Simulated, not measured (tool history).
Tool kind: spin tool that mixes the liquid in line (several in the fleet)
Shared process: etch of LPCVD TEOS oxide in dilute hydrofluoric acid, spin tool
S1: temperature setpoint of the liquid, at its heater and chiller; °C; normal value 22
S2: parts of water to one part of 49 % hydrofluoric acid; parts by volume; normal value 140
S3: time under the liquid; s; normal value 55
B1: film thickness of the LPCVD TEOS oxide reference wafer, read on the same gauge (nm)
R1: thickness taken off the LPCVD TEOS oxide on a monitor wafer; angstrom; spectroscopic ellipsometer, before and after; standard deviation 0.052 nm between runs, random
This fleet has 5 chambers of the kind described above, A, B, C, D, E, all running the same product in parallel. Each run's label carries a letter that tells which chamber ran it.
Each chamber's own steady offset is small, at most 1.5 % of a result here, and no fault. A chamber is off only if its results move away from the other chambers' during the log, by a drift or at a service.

At hour 6: chamber A: hydrofluoric acid flow meter replaced.
Run 1E, hour 7.7: usual settings; B1 140.02. Result: R1 58.873 angstrom.
Run 2D, hour 14.9: usual settings; B1 139.99. Result: R1 57.839 angstrom.
Run 3B, hour 26.8: usual settings; B1 139.98. Result: R1 57.713 angstrom.
Run 4C, hour 35.5: usual settings; B1 140.01. Result: R1 58.973 angstrom.
Run 5A, hour 44.8: usual settings but S2 180 parts by volume; B1 140. Result: R1 43.377 angstrom.
At hour 57.1: chamber C: hydrofluoric acid flow meter replaced.
Run 6B, hour 60.3: usual settings but S2 180 parts by volume; B1 140. Result: R1 43.601 angstrom.
Run 7A, hour 71.8: usual settings but S2 180 parts by volume; B1 139.98. Result: R1 43.928 angstrom.
Run 8D, hour 85.2: usual settings but S2 180 parts by volume; B1 140.01. Result: R1 43.158 angstrom.
Run 9C, hour 98.8: usual settings but S2 180 parts by volume; B1 140.02. Result: R1 44.02 angstrom.
Run 10E, hour 111.4: usual settings but S1 25 °C, S2 175 parts by volume; B1 140. Result: R1 50.086 angstrom.
Run 11E, hour 127: usual settings but S1 25 °C, S2 175 parts by volume; B1 140. Result: R1 49.748 angstrom.
Run 12B, hour 139: usual settings but S1 25 °C, S2 175 parts by volume; B1 139.99. Result: R1 50.162 angstrom.
Run 13C, hour 150.7: usual settings but S1 25 °C, S2 175 parts by volume; B1 140. Result: R1 51.146 angstrom.
At hour 151: chamber C: thermometer replaced.
Run 14A, hour 158.1: usual settings but S1 25 °C, S2 175 parts by volume; B1 140.01. Result: R1 49.92 angstrom.
Run 15D, hour 167.2: usual settings; B1 140.01. Result: R1 57.602 angstrom.
Run 16A, hour 176: usual settings; B1 139.97. Result: R1 57.588 angstrom.
Run 17D, hour 186.9: usual settings; B1 139.99. Result: R1 57.977 angstrom.
Run 18B, hour 196.1: usual settings; B1 140.02. Result: R1 57.941 angstrom.
Run 19C, hour 204.6: usual settings; B1 140. Result: R1 58.825 angstrom.
Run 20E, hour 216.3: usual settings; B1 139.99. Result: R1 58.279 angstrom.
Run 21A, hour 228: usual settings; B1 140.02. Result: R1 58.454 angstrom.
Run 22B, hour 237.8: usual settings but S2 180 parts by volume, S3 35 s; B1 140. Result: R1 27.505 angstrom.
Run 23C, hour 245.2: usual settings but S2 180 parts by volume, S3 35 s; B1 139.97. Result: R1 28.01 angstrom.
Run 24E, hour 255: usual settings but S2 180 parts by volume, S3 35 s; B1 139.99. Result: R1 28.121 angstrom.
Run 25D, hour 262.9: usual settings but S2 180 parts by volume, S3 35 s; B1 140. Result: R1 27.721 angstrom.
Run 26A, hour 276.5: usual settings but S2 180 parts by volume, S3 35 s; B1 139.98. Result: R1 26.917 angstrom.
Run 27C, hour 283.8: usual settings but S1 25 °C, S2 165 parts by volume; B1 139.99. Result: R1 55.07 angstrom.
Run 28B, hour 292: usual settings but S1 25 °C, S2 165 parts by volume; B1 140. Result: R1 53.175 angstrom.
Run 29E, hour 306: usual settings but S1 25 °C, S2 165 parts by volume; B1 139.99. Result: R1 53.77 angstrom.
Run 30D, hour 312.9: usual settings but S1 25 °C, S2 165 parts by volume; B1 140.01. Result: R1 54.006 angstrom.
Run 31B, hour 327.1: usual settings but S1 25 °C, S2 165 parts by volume; B1 140.03. Result: R1 53.626 angstrom.
Run 32E, hour 338.3: usual settings; B1 140.01. Result: R1 58.503 angstrom.
Run 33D, hour 352.4: usual settings; B1 140.03. Result: R1 57.974 angstrom.
Run 34A, hour 366.5: usual settings; B1 139.99. Result: R1 55.885 angstrom.
Run 35C, hour 381.7: usual settings; B1 139.99. Result: R1 59.491 angstrom.
At hour 383: chamber B: hydrofluoric acid flow meter replaced.
Run 36D, hour 391.4: usual settings; B1 140.01. Result: R1 58.613 angstrom.
Run 37A, hour 401.3: usual settings but S2 170 parts by volume, S3 90 s; B1 140.01. Result: R1 72.668 angstrom.
Run 38E, hour 412.9: usual settings but S2 170 parts by volume, S3 90 s; B1 140.02. Result: R1 77.104 angstrom.
Run 39B, hour 419.8: usual settings but S2 170 parts by volume, S3 90 s; B1 140.01. Result: R1 75.617 angstrom.
At hour 422.6: chamber E: hydrofluoric acid flow meter replaced.
Run 40C, hour 434.6: usual settings but S2 170 parts by volume, S3 90 s; B1 140. Result: R1 77.329 angstrom.
Run 41A, hour 442.5: usual settings but S2 170 parts by volume, S3 90 s; B1 140.02. Result: R1 72.829 angstrom.
Run 42E, hour 452.9: usual settings; B1 139.99. Result: R1 59.282 angstrom.
Run 43D, hour 461.9: usual settings; B1 140. Result: R1 58.51 angstrom.

What goes on in this fleet: one chamber off, a drifting gauge, or nothing beyond the chambers' own small offsets? Name the chamber and the cause, if any.

Chamber A drifts away from the others.
Likeliest cause: liquid colder than its thermometer reads (K) = 1.37.
The log may not separate it from: hydrofluoric acid flow below the setpoint (%).

Below are 4 candidate recipes for chamber A's next run, each the usual settings with a change, their results shown as question marks. Which of them brings A's results back in line with what the other chambers give on the usual settings?
A result is in line if it is within this distance of the other chambers' mean on the usual settings: R1 1.8 angstrom
Run 44A-1, hour 473.1: usual settings but S2 145 parts by volume. Result: R1 ?.
Run 44A-2, hour 473.1: usual settings but S2 155 parts by volume. Result: R1 ?.
Run 44A-3, hour 473.1: usual settings but S1 23.5 °C. Result: R1 ?.
Run 44A-4, hour 473.1: usual settings but S1 24.5 °C. Result: R1 ?.

Average result of the remaining chambers running the usual settings: R1 58.403 angstrom
  run      R1
44A-1  53.094
44A-2  49.152
44A-3  58.606
44A-4   60.89
The right change is 44A-3: it brings the chamber back within the allowed miss of the others.

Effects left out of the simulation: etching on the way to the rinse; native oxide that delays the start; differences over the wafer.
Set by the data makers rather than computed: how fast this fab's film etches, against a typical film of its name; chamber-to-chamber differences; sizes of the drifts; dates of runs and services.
